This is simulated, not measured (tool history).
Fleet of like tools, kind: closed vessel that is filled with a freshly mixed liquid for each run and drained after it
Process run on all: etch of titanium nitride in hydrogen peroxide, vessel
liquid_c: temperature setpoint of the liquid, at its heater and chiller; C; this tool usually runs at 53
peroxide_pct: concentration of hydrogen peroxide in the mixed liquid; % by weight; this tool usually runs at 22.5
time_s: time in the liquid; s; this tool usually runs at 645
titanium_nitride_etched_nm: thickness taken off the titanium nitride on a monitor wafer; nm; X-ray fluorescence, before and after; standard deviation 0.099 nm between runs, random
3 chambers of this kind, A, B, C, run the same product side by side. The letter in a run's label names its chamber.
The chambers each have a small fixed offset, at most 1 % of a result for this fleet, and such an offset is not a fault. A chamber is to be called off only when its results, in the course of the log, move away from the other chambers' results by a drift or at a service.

run	hour	liquid_c	peroxide_pct	time_s	read-back film thickness of the titanium nitride reference wafer, read on the same gauge (nm)	titanium_nitride_etched_nm
1A	10.8	53	22.5	645	69.986	28.607
2B	19.8	53	22.5	645	69.992	28.924
3C	30	53	22.5	645	69.998	28.714
4B	40.4	53	22.5	645	70	28.898
5A	52.2	53	22.5	645	70.015	28.783
6C	67.4	53	22.5	645	69.989	28.754
7C	78.7	53	22.5	645	69.978	28.724
8A	90.5	53	22.5	645	70.009	28.376
9B	104.9	53	22.5	645	69.991	28.941
10A	116.5	53	22.5	645	69.988	28.553
# hour 118.2: chamber C: new drum of peroxide connected
11B	125.4	53	22.5	645	69.998	28.936
12C	141.1	53	22.5	645	69.998	29.027
13A	153.8	53	22.5	645	69.998	28.362
14C	161.8	53	22.5	645	69.996	28.64
# hour 166.7: chamber C: peroxide flow meter replaced
15B	172.7	53	22.5	645	70.005	28.901
16B	187.3	53	22.5	645	70.001	28.88
17C	194.3	53	22.5	645	69.986	28.968
18A	204.8	53	22.5	645	69.993	28.122
19A	217.1	53	22.5	645	69.986	28.008
20C	227.6	53	22.5	645	70.008	28.95
21B	239.4	53	22.5	645	69.999	28.844
22B	255.2	53	22.5	645	70.002	28.705
23C	267.3	53	22.5	645	69.978	28.714
24A	277.1	53	22.5	645	69.989	27.911
25A	285.4	53	22.5	645	69.99	27.691
26C	292.7	53	22.5	645	70.016	28.818
27B	305.5	53	28.5	525	70.018	24.746
28C	319.4	53	28.5	525	70.001	24.658
29A	329.7	53	28.5	525	69.999	23.823
# hour 339.3: chamber A: peroxide flow meter replaced
30B	341.1	53	22.5	645	69.994	28.732
31C	356.1	53	22.5	645	69.991	28.874
32A	367.7	53	22.5	645	70.007	27.73
33B	375.6	53	22.5	645	70.011	28.872
34B	389.7	53	22.5	645	69.993	28.924
35A	398.1	53	22.5	645	69.999	27.413
# hour 403.4: chamber C: new drum of peroxide connected
36C	405.6	53	22.5	645	69.998	28.739
37A	421.1	46.5	22.5	495	70.009	13.008
38B	431.4	46.5	22.5	495	69.998	13.803
39C	442.7	46.5	22.5	495	70.025	13.843
40B	449.7	53	22.5	645	69.998	28.894

Predict what each chamber gives when all 3 of them run the settings below next.
41A	461.1	53	22.5	645		?
41B	461.1	53	22.5	645		?
41C	461.1	53	22.5	645		?

run	titanium_nitride_etched_nm
41A	27.365
41B	28.948
41C	28.902
